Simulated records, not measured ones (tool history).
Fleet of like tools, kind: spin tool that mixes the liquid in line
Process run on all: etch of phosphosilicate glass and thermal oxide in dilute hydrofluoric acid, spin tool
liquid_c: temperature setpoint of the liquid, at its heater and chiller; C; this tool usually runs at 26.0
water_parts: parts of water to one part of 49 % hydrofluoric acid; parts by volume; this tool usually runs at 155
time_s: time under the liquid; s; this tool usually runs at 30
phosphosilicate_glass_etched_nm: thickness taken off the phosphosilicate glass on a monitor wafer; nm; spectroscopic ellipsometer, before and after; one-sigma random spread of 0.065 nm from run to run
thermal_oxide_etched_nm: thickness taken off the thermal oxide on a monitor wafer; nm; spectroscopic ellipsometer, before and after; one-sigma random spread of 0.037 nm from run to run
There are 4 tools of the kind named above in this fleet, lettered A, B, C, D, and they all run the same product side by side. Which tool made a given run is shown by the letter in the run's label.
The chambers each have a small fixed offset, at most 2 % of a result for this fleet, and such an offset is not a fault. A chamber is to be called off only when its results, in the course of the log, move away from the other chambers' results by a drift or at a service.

| run | hour | liquid_c | water_parts | time_s | read-back film thickness of the phosphosilicate glass reference wafer, read on the same gauge (nm) | read-back film thickness of the thermal oxide reference wafer, read on the same gauge (nm) | phosphosilicate_glass_etched_nm | thermal_oxide_etched_nm |
|---|---|---|---|---|---|---|---|---|
| 1A | 8.4 | 26.0 | 155 | 30 | 80.018 | 59.975 | 15.307 | 0.99209 |
| 2B | 19.7 | 26.0 | 155 | 30 | 80.009 | 60.015 | 14.941 | 0.87638 |
| 3C | 27.5 | 26.0 | 155 | 30 | 80.044 | 59.984 | 15.160 | 0.86569 |
| 4D | 35.5 | 26.0 | 155 | 30 | 80.025 | 60.010 | 14.880 | 0.91406 |
| 5C | 45.8 | 26.0 | 155 | 30 | 79.977 | 60.002 | 15.062 | 0.83657 |
| 6A | 55.6 | 26.0 | 155 | 30 | 79.999 | 59.983 | 15.272 | 0.95613 |
| 7D | 63.0 | 26.0 | 155 | 30 | 80.004 | 60.010 | 14.780 | 0.94474 |
| 8B | 70.1 | 26.0 | 155 | 30 | 80.018 | 59.987 | 15.087 | 0.91355 |
| 9D | 77.2 | 26.0 | 155 | 30 | 80.008 | 60.004 | 14.898 | 0.94981 |
| 10A | 85.2 | 26.0 | 155 | 30 | 79.999 | 59.994 | 15.353 | 0.90315 |
| 11C | 91.1 | 26.0 | 155 | 30 | 80.011 | 60.001 | 15.108 | 0.91548 |
| 12B | 99.7 | 26.0 | 155 | 30 | 79.997 | 59.981 | 14.808 | 0.94462 |
|  | 101.9 | chamber A: hydrofluoric acid flow meter replaced |
| 13B | 105.2 | 26.0 | 155 | 30 | 79.992 | 59.977 | 15.092 | 0.87799 |
| 14C | 112.7 | 26.0 | 155 | 30 | 80.000 | 60.022 | 14.969 | 0.85422 |
| 15D | 122.1 | 26.0 | 155 | 30 | 80.011 | 60.011 | 14.803 | 0.97195 |
| 16A | 131.6 | 26.0 | 155 | 30 | 79.970 | 60.010 | 15.315 | 0.97431 |
| 17B | 142.8 | 26.0 | 155 | 30 | 79.998 | 60.010 | 14.978 | 0.99999 |
| 18C | 152.5 | 26.0 | 155 | 30 | 80.009 | 59.990 | 15.150 | 0.93343 |
| 19A | 163.5 | 26.0 | 155 | 30 | 80.006 | 60.003 | 15.369 | 0.89322 |
|  | 169.1 | chamber D: thermometer replaced |
| 20D | 171.0 | 26.0 | 155 | 25 | 79.998 | 60.005 | 12.347 | 0.78561 |
| 21C | 180.0 | 26.0 | 155 | 25 | 79.988 | 59.993 | 12.700 | 0.74390 |
| 22A | 185.0 | 26.0 | 155 | 25 | 80.000 | 60.012 | 12.865 | 0.72022 |
| 23D | 195.6 | 26.0 | 155 | 25 | 79.994 | 60.025 | 12.332 | 0.73497 |
| 24B | 203.2 | 26.0 | 155 | 50 | 79.971 | 59.996 | 24.925 | 1.46120 |
| 25A | 212.9 | 26.0 | 155 | 50 | 80.009 | 60.036 | 25.600 | 1.44910 |
| 26B | 221.0 | 26.0 | 155 | 50 | 79.985 | 60.021 | 25.124 | 1.50980 |
| 27C | 226.0 | 26.0 | 155 | 50 | 79.970 | 60.006 | 25.057 | 1.52330 |
| 28D | 235.1 | 26.0 | 155 | 30 | 80.000 | 59.996 | 14.884 | 0.91831 |
| 29D | 244.7 | 26.0 | 155 | 45 | 79.997 | 60.013 | 22.146 | 1.34720 |
| 30A | 254.7 | 26.0 | 155 | 45 | 79.998 | 60.015 | 22.949 | 1.38880 |
| 31B | 265.7 | 26.0 | 155 | 45 | 79.959 | 60.006 | 22.262 | 1.30190 |
| 32C | 276.1 | 26.0 | 155 | 45 | 80.034 | 60.020 | 22.742 | 1.35550 |
| 33C | 286.8 | 26.0 | 155 | 30 | 79.996 | 60.009 | 15.078 | 0.91898 |
| 34B | 294.0 | 26.0 | 155 | 30 | 80.015 | 59.979 | 14.968 | 0.94063 |
| 35A | 304.1 | 26.0 | 155 | 30 | 79.996 | 60.011 | 15.330 | 0.89275 |
| 36D | 313.7 | 26.0 | 155 | 30 | 80.006 | 60.020 | 14.871 | 0.94974 |
| 37A | 318.8 | 26.0 | 155 | 30 | 80.016 | 60.033 | 15.247 | 0.95084 |
| 38B | 325.4 | 26.0 | 155 | 30 | 79.997 | 60.005 | 15.062 | 0.90977 |
| 39C | 336.1 | 26.0 | 155 | 50 | 79.960 | 60.002 | 25.306 | 1.47680 |
| 40D | 347.2 | 26.0 | 155 | 50 | 79.998 | 60.010 | 24.830 | 1.53870 |
| 41C | 356.8 | 26.0 | 155 | 50 | 79.995 | 59.988 | 25.226 | 1.52760 |
| 42D | 362.9 | 26.0 | 155 | 50 | 80.006 | 59.974 | 24.915 | 1.50370 |
| 43B | 369.4 | 26.0 | 155 | 30 | 80.039 | 60.038 | 14.940 | 0.86069 |

All chambers now run identical settings, listed one chamber a line with results as question marks. What results will each chamber show?
| 44A | 377.5 | 24.5 | 155 | 30 |  |  | ? | ? |
| 44B | 377.5 | 24.5 | 155 | 30 |  |  | ? | ? |
| 44C | 377.5 | 24.5 | 155 | 30 |  |  | ? | ? |
| 44D | 377.5 | 24.5 | 155 | 30 |  |  | ? | ? |

| run | phosphosilicate_glass_etched_nm | thermal_oxide_etched_nm |
|---|---|---|
| 44A | 14.465 | 0.88188 |
| 44B | 14.197 | 0.89425 |
| 44C | 14.247 | 0.89217 |
| 44D | 14.061 | 0.86880 |

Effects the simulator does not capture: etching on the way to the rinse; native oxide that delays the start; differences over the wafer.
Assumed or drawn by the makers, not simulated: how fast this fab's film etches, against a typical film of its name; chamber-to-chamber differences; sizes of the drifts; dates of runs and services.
